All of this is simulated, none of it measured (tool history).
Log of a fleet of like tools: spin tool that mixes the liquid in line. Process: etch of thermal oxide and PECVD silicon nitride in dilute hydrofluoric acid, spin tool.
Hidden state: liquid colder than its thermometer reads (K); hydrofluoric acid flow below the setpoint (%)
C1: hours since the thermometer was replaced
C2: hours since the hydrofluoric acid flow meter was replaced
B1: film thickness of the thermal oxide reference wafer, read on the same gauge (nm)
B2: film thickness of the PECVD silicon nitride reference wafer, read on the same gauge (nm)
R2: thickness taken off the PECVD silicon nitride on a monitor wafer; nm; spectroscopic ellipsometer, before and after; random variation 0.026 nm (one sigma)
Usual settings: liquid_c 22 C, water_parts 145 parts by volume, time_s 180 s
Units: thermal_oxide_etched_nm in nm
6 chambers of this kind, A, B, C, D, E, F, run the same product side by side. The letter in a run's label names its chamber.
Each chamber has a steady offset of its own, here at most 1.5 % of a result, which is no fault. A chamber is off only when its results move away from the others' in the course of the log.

{"run": "1D", "hour": 6.5, "liquid_c": 22, "water_parts": 145, "time_s": 180, "C1": 1116.5, "C2": 2041.6, "B1": 140.01, "B2": 39.982, "thermal_oxide_etched_nm": 4.9951, "R2": 3.2205}
{"run": "2A", "hour": 16.1, "liquid_c": 22, "water_parts": 145, "time_s": 180, "C1": 721.3, "C2": 246.2, "B1": 140, "B2": 39.999, "thermal_oxide_etched_nm": 5.0683, "R2": 3.2174}
{"run": "3C", "hour": 24.8, "liquid_c": 22, "water_parts": 145, "time_s": 180, "C1": 567.4, "C2": 1677.4, "B1": 140.01, "B2": 40.01, "thermal_oxide_etched_nm": 5.1527, "R2": 3.1309}
{"run": "4F", "hour": 31.0, "liquid_c": 22, "water_parts": 145, "time_s": 180, "C1": 2801.2, "C2": 94.1, "B1": 140, "B2": 40.002, "thermal_oxide_etched_nm": 5.0702, "R2": 3.1797}
{"run": "5E", "hour": 38.7, "liquid_c": 19.5, "water_parts": 145, "time_s": 180, "C1": 196.7, "C2": 1438.9, "B1": 139.98, "B2": 40.017, "thermal_oxide_etched_nm": 4.5854, "R2": 2.7018}
{"run": "6B", "hour": 47.5, "liquid_c": 19.5, "water_parts": 145, "time_s": 180, "C1": 194.6, "C2": 1690.6, "B1": 139.97, "B2": 39.99, "thermal_oxide_etched_nm": 4.5877, "R2": 2.6932}
{"run": "7A", "hour": 55.9, "liquid_c": 19.5, "water_parts": 145, "time_s": 180, "C1": 761.1, "C2": 286, "B1": 140, "B2": 39.996, "thermal_oxide_etched_nm": 4.6271, "R2": 2.6836}
{"run": "8D", "hour": 64.3, "liquid_c": 19.5, "water_parts": 145, "time_s": 180, "C1": 1174.3, "C2": 2099.4, "B1": 140, "B2": 40.001, "thermal_oxide_etched_nm": 4.6287, "R2": 2.7038}
{"run": "9C", "hour": 69.4, "liquid_c": 19.5, "water_parts": 145, "time_s": 180, "C1": 612, "C2": 1722, "B1": 139.98, "B2": 39.995, "thermal_oxide_etched_nm": 4.5818, "R2": 2.6776}
{"run": "10E", "hour": 76.5, "liquid_c": 19.5, "water_parts": 145, "time_s": 180, "C1": 234.5, "C2": 1476.7, "B1": 139.99, "B2": 40.015, "thermal_oxide_etched_nm": 4.5956, "R2": 2.697}
{"run": "11B", "hour": 83.4, "liquid_c": 22, "water_parts": 145, "time_s": 180, "C1": 230.5, "C2": 1726.5, "B1": 140, "B2": 39.99, "thermal_oxide_etched_nm": 5.0962, "R2": 3.1683}
{"run": "12F", "hour": 93.5, "liquid_c": 22, "water_parts": 145, "time_s": 180, "C1": 2863.7, "C2": 156.6, "B1": 140.03, "B2": 40.023, "thermal_oxide_etched_nm": 5.0851, "R2": 3.1813}
{"run": "13E", "hour": 100.6, "liquid_c": 22, "water_parts": 145, "time_s": 180, "C1": 258.6, "C2": 1500.8, "B1": 139.98, "B2": 40.006, "thermal_oxide_etched_nm": 5.1175, "R2": 3.1892}
{"run": "14C", "hour": 107.1, "liquid_c": 22, "water_parts": 145, "time_s": 180, "C1": 649.7, "C2": 1759.7, "B1": 140, "B2": 39.983, "thermal_oxide_etched_nm": 5.0997, "R2": 3.1491}
{"run": "15B", "hour": 111.8, "liquid_c": 22, "water_parts": 145, "time_s": 180, "C1": 258.9, "C2": 1754.9, "B1": 139.99, "B2": 40.01, "thermal_oxide_etched_nm": 5.0799, "R2": 3.1466}
{"run": "16A", "hour": 117.7, "liquid_c": 22, "water_parts": 145, "time_s": 180, "C1": 822.9, "C2": 347.8, "B1": 140.02, "B2": 39.984, "thermal_oxide_etched_nm": 5.0938, "R2": 3.1769}
{"run": "17F", "hour": 122.4, "liquid_c": 22, "water_parts": 145, "time_s": 80, "C1": 2892.6, "C2": 185.5, "B1": 139.99, "B2": 40.004, "thermal_oxide_etched_nm": 2.2537, "R2": 1.4192}
{"run": "18D", "hour": 128.9, "liquid_c": 22, "water_parts": 145, "time_s": 80, "C1": 1238.9, "C2": 2164, "B1": 140.02, "B2": 39.981, "thermal_oxide_etched_nm": 2.2522, "R2": 1.3865}
{"run": "19A", "hour": 135.8, "liquid_c": 22, "water_parts": 145, "time_s": 80, "C1": 841, "C2": 365.9, "B1": 140, "B2": 39.99, "thermal_oxide_etched_nm": 2.2356, "R2": 1.3941}
{"run": "20E", "hour": 141.4, "liquid_c": 22, "water_parts": 145, "time_s": 80, "C1": 299.4, "C2": 1541.6, "B1": 139.98, "B2": 39.99, "thermal_oxide_etched_nm": 2.2803, "R2": 1.4233}
{"run": "21D", "hour": 146.1, "liquid_c": 22, "water_parts": 145, "time_s": 80, "C1": 1256.1, "C2": 2181.2, "B1": 139.99, "B2": 39.997, "thermal_oxide_etched_nm": 2.2877, "R2": 1.4218}
{"run": "22B", "hour": 154.5, "liquid_c": 22, "water_parts": 145, "time_s": 80, "C1": 301.6, "C2": 1797.6, "B1": 140.02, "B2": 39.99, "thermal_oxide_etched_nm": 2.2765, "R2": 1.406}
{"run": "23F", "hour": 160.0, "liquid_c": 22, "water_parts": 145, "time_s": 180, "C1": 2930.2, "C2": 223.1, "B1": 140.02, "B2": 40.012, "thermal_oxide_etched_nm": 5.1358, "R2": 3.1949}
{"run": "24C", "hour": 167.4, "liquid_c": 22, "water_parts": 145, "time_s": 180, "C1": 710, "C2": 1820, "B1": 140.01, "B2": 39.99, "thermal_oxide_etched_nm": 5.1505, "R2": 3.1486}
{"hour": 171.6, "done": "chamber F: thermometer replaced"}
{"run": "25F", "hour": 172.4, "liquid_c": 22, "water_parts": 145, "time_s": 180, "C1": 0.8, "C2": 235.5, "B1": 139.99, "B2": 39.995, "thermal_oxide_etched_nm": 5.0537, "R2": 3.1976}
{"run": "26B", "hour": 179.8, "liquid_c": 22, "water_parts": 145, "time_s": 180, "C1": 326.9, "C2": 1822.9, "B1": 140.02, "B2": 40, "thermal_oxide_etched_nm": 5.1522, "R2": 3.1809}
{"run": "27A", "hour": 189.5, "liquid_c": 22, "water_parts": 145, "time_s": 180, "C1": 894.7, "C2": 419.6, "B1": 139.98, "B2": 39.991, "thermal_oxide_etched_nm": 5.1037, "R2": 3.1707}
{"run": "28E", "hour": 194.7, "liquid_c": 22, "water_parts": 145, "time_s": 180, "C1": 352.7, "C2": 1594.9, "B1": 139.98, "B2": 39.99, "thermal_oxide_etched_nm": 5.0408, "R2": 3.1563}
{"hour": 195.0, "done": "chamber C: hydrofluoric acid flow meter replaced"}
{"run": "29C", "hour": 201.0, "liquid_c": 22, "water_parts": 145, "time_s": 180, "C1": 743.6, "C2": 6.1, "B1": 140, "B2": 39.995, "thermal_oxide_etched_nm": 5.1309, "R2": 3.161}
{"run": "30D", "hour": 207.1, "liquid_c": 22, "water_parts": 145, "time_s": 180, "C1": 1317.1, "C2": 2242.2, "B1": 140, "B2": 39.98, "thermal_oxide_etched_nm": 4.9963, "R2": 3.1674}
{"run": "31C", "hour": 216.0, "liquid_c": 22, "water_parts": 145, "time_s": 180, "C1": 758.6, "C2": 21.1, "B1": 140.02, "B2": 39.994, "thermal_oxide_etched_nm": 5.111, "R2": 3.1372}
{"run": "32A", "hour": 222.1, "liquid_c": 22, "water_parts": 145, "time_s": 180, "C1": 927.3, "C2": 452.2, "B1": 140, "B2": 40.021, "thermal_oxide_etched_nm": 5.1223, "R2": 3.178}
{"run": "33F", "hour": 228.4, "liquid_c": 22, "water_parts": 145, "time_s": 180, "C1": 56.8, "C2": 291.5, "B1": 140, "B2": 39.989, "thermal_oxide_etched_nm": 5.0338, "R2": 3.2176}
{"run": "34D", "hour": 235.6, "liquid_c": 22, "water_parts": 145, "time_s": 75, "C1": 1345.6, "C2": 2270.7, "B1": 140.01, "B2": 39.997, "thermal_oxide_etched_nm": 2.1374, "R2": 1.3374}
{"run": "35E", "hour": 242.3, "liquid_c": 22, "water_parts": 145, "time_s": 75, "C1": 400.3, "C2": 1642.5, "B1": 139.99, "B2": 40.007, "thermal_oxide_etched_nm": 2.1221, "R2": 1.304}
{"run": "36B", "hour": 251.0, "liquid_c": 22, "water_parts": 145, "time_s": 75, "C1": 398.1, "C2": 1894.1, "B1": 139.99, "B2": 40.011, "thermal_oxide_etched_nm": 2.0995, "R2": 1.3132}
{"run": "37D", "hour": 255.9, "liquid_c": 22, "water_parts": 145, "time_s": 75, "C1": 1365.9, "C2": 2291, "B1": 140, "B2": 40.016, "thermal_oxide_etched_nm": 2.1513, "R2": 1.3135}
{"run": "38A", "hour": 262.7, "liquid_c": 22, "water_parts": 145, "time_s": 75, "C1": 967.9, "C2": 492.8, "B1": 140.02, "B2": 39.984, "thermal_oxide_etched_nm": 2.1005, "R2": 1.3285}
{"run": "39C", "hour": 272.2, "liquid_c": 22, "water_parts": 145, "time_s": 75, "C1": 814.8, "C2": 77.3, "B1": 140.02, "B2": 39.998, "thermal_oxide_etched_nm": 2.1332, "R2": 1.3195}
{"run": "40F", "hour": 281.8, "liquid_c": 22, "water_parts": 145, "time_s": 180, "C1": 110.2, "C2": 344.9, "B1": 140.01, "B2": 39.994, "thermal_oxide_etched_nm": 5.0528, "R2": 3.1617}
{"run": "41E", "hour": 290.0, "liquid_c": 22, "water_parts": 145, "time_s": 180, "C1": 448, "C2": 1690.2, "B1": 139.98, "B2": 39.978, "thermal_oxide_etched_nm": 5.1134, "R2": 3.1451}
{"run": "42B", "hour": 296.9, "liquid_c": 22, "water_parts": 145, "time_s": 180, "C1": 444, "C2": 1940, "B1": 140.03, "B2": 39.988, "thermal_oxide_etched_nm": 5.0289, "R2": 3.1894}
{"hour": 300.1, "done": "chamber D: hydrofluoric acid flow meter replaced"}
{"run": "43D", "hour": 302.9, "liquid_c": 22, "water_parts": 145, "time_s": 180, "C1": 1412.9, "C2": 2.8, "B1": 140.01, "B2": 39.998, "thermal_oxide_etched_nm": 5.1429, "R2": 3.1437}
{"run": "44A", "hour": 312.7, "liquid_c": 22, "water_parts": 145, "time_s": 180, "C1": 1017.9, "C2": 542.8, "B1": 139.96, "B2": 40.009, "thermal_oxide_etched_nm": 5.1121, "R2": 3.1817}

Is one chamber off against the others, does the gauge drift, or is nothing wrong? If a chamber is off, say which, and what the likeliest cause is.

No chamber stands off beyond its own small offset, and the gauge holds steady.

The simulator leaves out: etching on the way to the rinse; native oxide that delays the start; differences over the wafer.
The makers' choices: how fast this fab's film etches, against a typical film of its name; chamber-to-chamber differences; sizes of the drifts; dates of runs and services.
